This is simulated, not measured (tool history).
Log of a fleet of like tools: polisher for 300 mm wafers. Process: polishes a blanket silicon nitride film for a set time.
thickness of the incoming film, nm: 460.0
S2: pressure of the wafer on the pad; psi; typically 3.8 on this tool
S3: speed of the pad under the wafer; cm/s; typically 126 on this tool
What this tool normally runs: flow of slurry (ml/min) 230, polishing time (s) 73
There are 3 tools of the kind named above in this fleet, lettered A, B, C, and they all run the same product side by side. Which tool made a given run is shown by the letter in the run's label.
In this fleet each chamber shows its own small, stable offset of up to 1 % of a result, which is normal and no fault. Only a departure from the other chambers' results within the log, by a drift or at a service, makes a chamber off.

At hour 4.2: chamber B: head pressure recalibrated.
Run 1A, hour 7.6: usual settings. Result: film removed (angstrom) 1552.4.
At hour 9.4: chamber B: worn pad replaced by a new one.
Run 2C, hour 13.5: usual settings. Result: film removed (angstrom) 1547.3.
Run 3B, hour 19.4: usual settings. Result: film removed (angstrom) 1529.9.
At hour 24.2: chamber A: worn pad replaced by a new one.
Run 4A, hour 25.1: usual settings. Result: film removed (angstrom) 1520.3.
Run 5C, hour 35.9: usual settings. Result: film removed (angstrom) 1548.2.
At hour 41.9: chamber B: slurry nozzle cleaned.
Run 6B, hour 46.5: usual settings. Result: film removed (angstrom) 1550.3.
Run 7B, hour 53.3: usual settings but polishing time (s) 63. Result: film removed (angstrom) 1311.5.
Run 8A, hour 64.4: usual settings but polishing time (s) 63. Result: film removed (angstrom) 1341.7.
At hour 65.3: chamber B: worn pad replaced by a new one.
Run 9C, hour 70.5: usual settings but polishing time (s) 63. Result: film removed (angstrom) 1319.7.
Run 10C, hour 77.6: usual settings. Result: film removed (angstrom) 1534.6.
Run 11B, hour 88.2: usual settings. Result: film removed (angstrom) 1553.4.
Run 12A, hour 97.6: usual settings. Result: film removed (angstrom) 1571.5.
At hour 101.9: chamber A: worn pad replaced by a new one.
Run 13B, hour 109.2: usual settings. Result: film removed (angstrom) 1520.
Run 14C, hour 118: usual settings. Result: film removed (angstrom) 1542.5.
At hour 125.3: chamber B: worn pad replaced by a new one.
Run 15A, hour 125.8: usual settings but flow of slurry (ml/min) 185. Result: film removed (angstrom) 1493.8.
At hour 128.2: chamber C: worn pad replaced by a new one.
Run 16B, hour 136.3: usual settings but flow of slurry (ml/min) 185. Result: film removed (angstrom) 1477.4.
Run 17A, hour 148.3: usual settings but flow of slurry (ml/min) 185. Result: film removed (angstrom) 1461.1.
Run 18C, hour 158.2: usual settings. Result: film removed (angstrom) 1507.6.
At hour 166.1: chamber A: worn pad replaced by a new one.
Run 19A, hour 167.5: usual settings. Result: film removed (angstrom) 1506.3.
Run 20B, hour 178.8: usual settings. Result: film removed (angstrom) 1539.
At hour 179.6: chamber B: worn pad replaced by a new one.
Run 21C, hour 190.6: usual settings but S2 2.6 psi. Result: film removed (angstrom) 1033.6.
Run 22B, hour 199.8: usual settings but S2 2.6 psi. Result: film removed (angstrom) 1040.3.
Run 23C, hour 210.9: usual settings but S2 2.6 psi. Result: film removed (angstrom) 1048.7.
Run 24A, hour 216.3: usual settings but S3 106 cm/s, polishing time (s) 98. Result: film removed (angstrom) 1700.8.
Run 25A, hour 224.6: usual settings but S3 106 cm/s, polishing time (s) 98. Result: film removed (angstrom) 1722.5.
Run 26B, hour 235.5: usual settings but S3 106 cm/s, polishing time (s) 98. Result: film removed (angstrom) 1797.6.
At hour 235.6: chamber A: worn pad replaced by a new one.
Run 27C, hour 242.8: usual settings. Result: film removed (angstrom) 1554.5.
At hour 252: chamber B: worn pad replaced by a new one.
Run 28A, hour 252.2: usual settings. Result: film removed (angstrom) 1442.5.
Run 29C, hour 257.9: usual settings. Result: film removed (angstrom) 1535.9.
Run 30B, hour 269.2: usual settings. Result: film removed (angstrom) 1533.7.
Run 31B, hour 276.6: usual settings. Result: film removed (angstrom) 1537.4.
Run 32A, hour 282.4: usual settings. Result: film removed (angstrom) 1430.8.
At hour 293.2: chamber C: worn pad replaced by a new one.
Run 33C, hour 294.1: usual settings. Result: film removed (angstrom) 1555.1.
Run 34C, hour 300.6: usual settings. Result: film removed (angstrom) 1555.7.

All chambers now run identical settings, listed one chamber a line with results as question marks. What results will each chamber show?
Run 35A, hour 309.3: usual settings. Result: film removed (angstrom) ?.
Run 35B, hour 309.3: usual settings. Result: film removed (angstrom) ?.
Run 35C, hour 309.3: usual settings. Result: film removed (angstrom) ?.

run  film removed (angstrom)
35A                     1391
35B                     1550
35C                   1539.7
